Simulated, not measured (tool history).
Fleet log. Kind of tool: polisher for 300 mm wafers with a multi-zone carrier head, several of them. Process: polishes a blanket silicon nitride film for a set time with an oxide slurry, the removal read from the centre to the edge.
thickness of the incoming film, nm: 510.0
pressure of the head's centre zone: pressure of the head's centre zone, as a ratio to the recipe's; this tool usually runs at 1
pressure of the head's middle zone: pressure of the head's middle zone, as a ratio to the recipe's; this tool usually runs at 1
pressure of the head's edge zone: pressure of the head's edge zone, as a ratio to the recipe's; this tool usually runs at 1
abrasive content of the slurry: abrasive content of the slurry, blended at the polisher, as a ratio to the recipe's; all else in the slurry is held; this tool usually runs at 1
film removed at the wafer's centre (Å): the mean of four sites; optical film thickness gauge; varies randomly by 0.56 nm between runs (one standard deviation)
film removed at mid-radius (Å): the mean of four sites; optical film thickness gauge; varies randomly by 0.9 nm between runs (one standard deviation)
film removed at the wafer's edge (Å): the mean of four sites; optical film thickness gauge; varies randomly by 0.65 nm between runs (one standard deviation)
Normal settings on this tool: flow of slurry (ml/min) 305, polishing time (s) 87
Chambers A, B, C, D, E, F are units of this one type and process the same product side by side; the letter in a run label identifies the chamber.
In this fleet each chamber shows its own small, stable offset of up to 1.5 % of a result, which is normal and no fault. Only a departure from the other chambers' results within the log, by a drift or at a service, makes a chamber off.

| run | hour | flow of slurry (ml/min) | pressure of the head's centre zone | pressure of the head's middle zone | pressure of the head's edge zone | abrasive content of the slurry | polishing time (s) | film removed at the wafer's centre (Å) | film removed at mid-radius (Å) | film removed at the wafer's edge (Å) |
|---|---|---|---|---|---|---|---|---|---|---|
|  | 0.7 | chamber F: worn pad replaced by a new one |
| 1C | 3.9 | 305 | 1 | 1 | 1 | 1 | 87 | 768.48 | 757.11 | 756.73 |
| 2A | 9.3 | 305 | 1 | 1 | 1 | 1 | 87 | 759.56 | 749.15 | 752.86 |
| 3E | 13.6 | 305 | 1 | 1 | 1 | 1 | 87 | 759 | 768.51 | 751.24 |
| 4B | 17.9 | 305 | 1 | 1 | 1 | 1 | 87 | 760.5 | 756.71 | 760.71 |
| 5F | 21.6 | 305 | 1 | 1 | 1 | 1 | 87 | 752.3 | 740.91 | 761.5 |
|  | 22.4 | chamber C: worn pad replaced by a new one |
| 6D | 24.5 | 305 | 1 | 1 | 1 | 1 | 87 | 759.98 | 752.25 | 748.83 |
|  | 28.4 | chamber D: worn pad replaced by a new one |
| 7A | 29 | 305 | 1 | 1 | 1 | 1 | 87 | 739.61 | 747.73 | 748.24 |
| 8E | 34 | 305 | 1 | 1 | 1 | 1 | 87 | 756.86 | 751.36 | 766.1 |
| 9F | 37.6 | 305 | 1 | 1 | 1 | 1 | 87 | 758.13 | 739.9 | 766.43 |
| 10B | 40.1 | 305 | 1 | 1 | 1 | 1 | 87 | 756.97 | 743.74 | 754.42 |
|  | 41.3 | chamber A: worn pad replaced by a new one |
| 11D | 45.2 | 305 | 1 | 1 | 1 | 1 | 87 | 759.84 | 748.65 | 762.7 |
| 12C | 48.3 | 305 | 1 | 1 | 1 | 1 | 87 | 759.9 | 751.78 | 751.51 |
|  | 51 | chamber A: centre zone pressure recalibrated |
| 13F | 52.4 | 305 | 1 | 1 | 1 | 1 | 87 | 754.21 | 759.16 | 763.93 |
| 14B | 55.2 | 305 | 1 | 1 | 1 | 1 | 87 | 748 | 755.96 | 748.18 |
| 15C | 57.6 | 305 | 1 | 1 | 1 | 1.2 | 87 | 810.43 | 796.55 | 813.31 |
| 16A | 60.4 | 305 | 1 | 1 | 1 | 1.2 | 87 | 879.5 | 808.04 | 803.23 |
|  | 61.4 | chamber E: worn pad replaced by a new one |
|  | 61.7 | chamber F: worn pad replaced by a new one |
|  | 61.9 | chamber F: edge zone pressure recalibrated |
| 17D | 63.2 | 305 | 1 | 1 | 1 | 1.2 | 87 | 824.29 | 802.03 | 814.2 |
| 18E | 68.1 | 305 | 1 | 1 | 1 | 1.2 | 87 | 806.05 | 817.2 | 823.37 |
|  | 70.7 | chamber B: worn pad replaced by a new one |
| 19D | 71.6 | 305 | 1 | 1 | 1 | 1.2 | 87 | 821.4 | 820.72 | 815.42 |
| 20A | 75 | 305 | 1 | 1 | 1 | 1.2 | 87 | 871.55 | 790.84 | 821.1 |
| 21C | 78.5 | 305 | 1 | 1 | 1 | 1 | 87 | 757.43 | 744.37 | 753.57 |
| 22B | 82.4 | 305 | 1 | 1 | 1 | 1 | 87 | 757.86 | 756.14 | 761.45 |
| 23E | 86.1 | 375 | 1 | 1 | 1 | 1 | 87 | 778.02 | 775.05 | 766.87 |
| 24F | 88.5 | 375 | 1 | 1 | 1 | 1 | 87 | 773.84 | 765.04 | 776.06 |
| 25E | 91.7 | 375 | 1 | 1 | 1 | 1 | 87 | 771.87 | 795.38 | 766.29 |
|  | 92.2 | chamber A: worn pad replaced by a new one |
| 26B | 96.5 | 375 | 1 | 1 | 1 | 1 | 87 | 774.35 | 777.24 | 780.21 |
|  | 98.9 | chamber D: worn pad replaced by a new one |
| 27C | 101.3 | 375 | 1 | 1 | 1 | 1 | 87 | 780.98 | 763.64 | 769.55 |
| 28D | 104.3 | 375 | 1 | 1 | 1 | 1 | 87 | 770.66 | 760.44 | 771.33 |
| 29F | 109.6 | 305 | 1 | 1.1 | 1 | 1 | 87 | 750.99 | 836.77 | 768.87 |
| 30A | 112 | 305 | 1 | 1.1 | 1 | 1 | 87 | 814.02 | 813.44 | 759.12 |
| 31D | 114.9 | 305 | 1 | 1.1 | 1 | 1 | 87 | 755.55 | 817.63 | 743.55 |
|  | 117.3 | chamber F: worn pad replaced by a new one |
| 32F | 119 | 305 | 1 | 1.1 | 1 | 1 | 87 | 750.68 | 823.67 | 762.19 |
| 33E | 123.6 | 305 | 1 | 1.1 | 1 | 1 | 87 | 760.81 | 830.6 | 742.63 |
| 34B | 126.4 | 305 | 1 | 1.1 | 1 | 1 | 87 | 750.9 | 822.86 | 760.9 |
| 35A | 131.7 | 245 | 1 | 1 | 1 | 1.2 | 87 | 855.76 | 783.51 | 794.08 |
| 36C | 135.2 | 245 | 1 | 1 | 1 | 1.2 | 87 | 804.62 | 775.03 | 797.58 |
| 37E | 137.9 | 245 | 1 | 1 | 1 | 1.2 | 87 | 805.63 | 797.39 | 801.5 |
| 38C | 142.4 | 245 | 1 | 1 | 1 | 1.2 | 87 | 803.4 | 799.32 | 797.15 |
| 39D | 144.8 | 245 | 1 | 1 | 1 | 1.2 | 87 | 803.59 | 792.47 | 803.6 |
|  | 146.9 | chamber A: slurry nozzle cleaned |
|  | 149.2 | chamber A: worn pad replaced by a new one |
| 40A | 149.2 | 245 | 1 | 1 | 1 | 1.2 | 87 | 852.54 | 796.81 | 801.24 |
| 41B | 153.2 | 305 | 1 | 1 | 1 | 1 | 87 | 762.39 | 761.82 | 754.18 |

Next, all 6 chambers run the settings below, one line each with question marks for the results. What does each chamber give?
| 42A | 157.1 | 305 | 1 | 0.89 | 1 | 1 | 87 | ? | ? | ? |
| 42B | 157.1 | 305 | 1 | 0.89 | 1 | 1 | 87 | ? | ? | ? |
| 42C | 157.1 | 305 | 1 | 0.89 | 1 | 1 | 87 | ? | ? | ? |
| 42D | 157.1 | 305 | 1 | 0.89 | 1 | 1 | 87 | ? | ? | ? |
| 42E | 157.1 | 305 | 1 | 0.89 | 1 | 1 | 87 | ? | ? | ? |
| 42F | 157.1 | 305 | 1 | 0.89 | 1 | 1 | 87 | ? | ? | ? |

| run | film removed at the wafer's centre (Å) | film removed at mid-radius (Å) | film removed at the wafer's edge (Å) |
|---|---|---|---|
| 42A | 805.39 | 658.72 | 739.27 |
| 42B | 757.94 | 672.5 | 756.74 |
| 42C | 758.07 | 667.41 | 759.15 |
| 42D | 755.71 | 676.43 | 751.98 |
| 42E | 754.83 | 695.92 | 759.64 |
| 42F | 757.11 | 685.67 | 758.87 |

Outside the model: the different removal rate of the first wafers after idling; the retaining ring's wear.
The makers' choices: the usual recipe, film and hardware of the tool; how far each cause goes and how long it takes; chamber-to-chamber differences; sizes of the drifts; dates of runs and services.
